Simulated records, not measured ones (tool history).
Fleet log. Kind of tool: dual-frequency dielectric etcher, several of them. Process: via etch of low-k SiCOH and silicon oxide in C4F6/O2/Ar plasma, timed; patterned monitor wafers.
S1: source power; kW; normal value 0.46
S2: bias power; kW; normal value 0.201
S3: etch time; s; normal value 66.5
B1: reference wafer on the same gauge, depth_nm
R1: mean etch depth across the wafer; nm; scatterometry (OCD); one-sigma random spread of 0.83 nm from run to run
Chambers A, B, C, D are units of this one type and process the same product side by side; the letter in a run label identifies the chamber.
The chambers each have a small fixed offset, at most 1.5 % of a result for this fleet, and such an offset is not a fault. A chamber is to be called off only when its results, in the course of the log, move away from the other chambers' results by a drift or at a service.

| run | hour | S1 | S2 | S3 | B1 | R1 |
|---|---|---|---|---|---|---|
| 1C | 4.6 | 0.46 | 0.201 | 66.5 | 156.05 | 190.56 |
| 2A | 7.9 | 0.46 | 0.201 | 66.5 | 155.99 | 187.63 |
| 3D | 10.8 | 0.46 | 0.201 | 66.5 | 156.12 | 191.17 |
| 4B | 16.3 | 0.46 | 0.201 | 66.5 | 155.95 | 189.35 |
| 5D | 22.1 | 0.46 | 0.201 | 66.5 | 156.05 | 189.96 |
| 6C | 25.4 | 0.46 | 0.201 | 66.5 | 156.24 | 188.45 |
| 7A | 29.5 | 0.41 | 0.155 | 66.5 | 156.06 | 166.48 |
| 8B | 33.4 | 0.41 | 0.155 | 66.5 | 155.91 | 166.85 |
| 9A | 36.3 | 0.41 | 0.155 | 66.5 | 156.02 | 165.18 |
|  | 36.9 | chamber D: wet clean of the chamber |
|  | 38.6 | chamber A: wet clean of the chamber |
| 10C | 40.6 | 0.41 | 0.155 | 66.5 | 156.12 | 165.56 |
| 11D | 45.9 | 0.46 | 0.201 | 66.5 | 156.06 | 189.28 |
| 12B | 51.6 | 0.46 | 0.201 | 66.5 | 156.13 | 188.91 |
| 13A | 55.7 | 0.46 | 0.201 | 66.5 | 155.96 | 179.48 |
| 14C | 61.4 | 0.46 | 0.201 | 66.5 | 155.95 | 189.55 |
| 15D | 64.9 | 0.46 | 0.201 | 66.5 | 155.97 | 189.62 |
| 16B | 70.6 | 0.46 | 0.201 | 66.5 | 156.01 | 187.59 |
| 17A | 73.6 | 0.5 | 0.178 | 66.5 | 156.07 | 180.02 |
| 18C | 79.4 | 0.5 | 0.178 | 66.5 | 156.14 | 185.78 |
| 19B | 84.3 | 0.5 | 0.178 | 66.5 | 155.98 | 188.97 |
| 20D | 87.6 | 0.5 | 0.178 | 66.5 | 155.99 | 190.84 |
| 21A | 90.5 | 0.46 | 0.232 | 66.5 | 155.83 | 189.89 |
| 22D | 93.2 | 0.46 | 0.232 | 66.5 | 155.99 | 200.04 |
| 23C | 97.2 | 0.46 | 0.232 | 66.5 | 156.01 | 197.6 |
| 24B | 100.1 | 0.46 | 0.232 | 66.5 | 156.09 | 195.3 |
| 25A | 102.7 | 0.37 | 0.201 | 66.5 | 155.85 | 165.49 |
| 26C | 106 | 0.37 | 0.201 | 66.5 | 155.98 | 174.43 |
| 27D | 109.6 | 0.37 | 0.201 | 66.5 | 155.97 | 175.02 |
| 28B | 115.2 | 0.37 | 0.201 | 66.5 | 155.93 | 172.49 |
| 29B | 118.1 | 0.46 | 0.201 | 66.5 | 156.19 | 188.68 |
| 30C | 121.5 | 0.37 | 0.201 | 66.5 | 156.19 | 173.58 |

Read the log: is a single chamber off, either drifting away or since a service, is the gauge that measures every chamber drifting, or is nothing wrong beyond small per-chamber offsets? Name any odd chamber and what most likely caused it.

The work done on chamber A during a service left it standing apart from the others.
Most likely cause: etch rate under this chamber's usual, % = 4.02.

Here are 4 candidates for chamber A's next run, each the usual settings with a change, their results left as question marks. Which one brings its results back in line with what the others give on the usual settings?
A result is in line if it is within this distance of the other chambers' mean on the usual settings: R1 2.9 nm
| 31A-1 | 125.7 | 0.46 | 0.204 | 71 |  | ? |
| 31A-2 | 125.7 | 0.49 | 0.212 | 66.5 |  | ? |
| 31A-3 | 125.7 | 0.46 | 0.198 | 62 |  | ? |
| 31A-4 | 125.7 | 0.45 | 0.199 | 64 |  | ? |

What the other chambers average on the usual settings: R1 189.15 nm
| run | R1 |
|---|---|
| 31A-1 | 193.39 |
| 31A-2 | 187.99 |
| 31A-3 | 167.25 |
| 31A-4 | 171.45 |
It is 31A-2 that realigns the chamber with its peers.

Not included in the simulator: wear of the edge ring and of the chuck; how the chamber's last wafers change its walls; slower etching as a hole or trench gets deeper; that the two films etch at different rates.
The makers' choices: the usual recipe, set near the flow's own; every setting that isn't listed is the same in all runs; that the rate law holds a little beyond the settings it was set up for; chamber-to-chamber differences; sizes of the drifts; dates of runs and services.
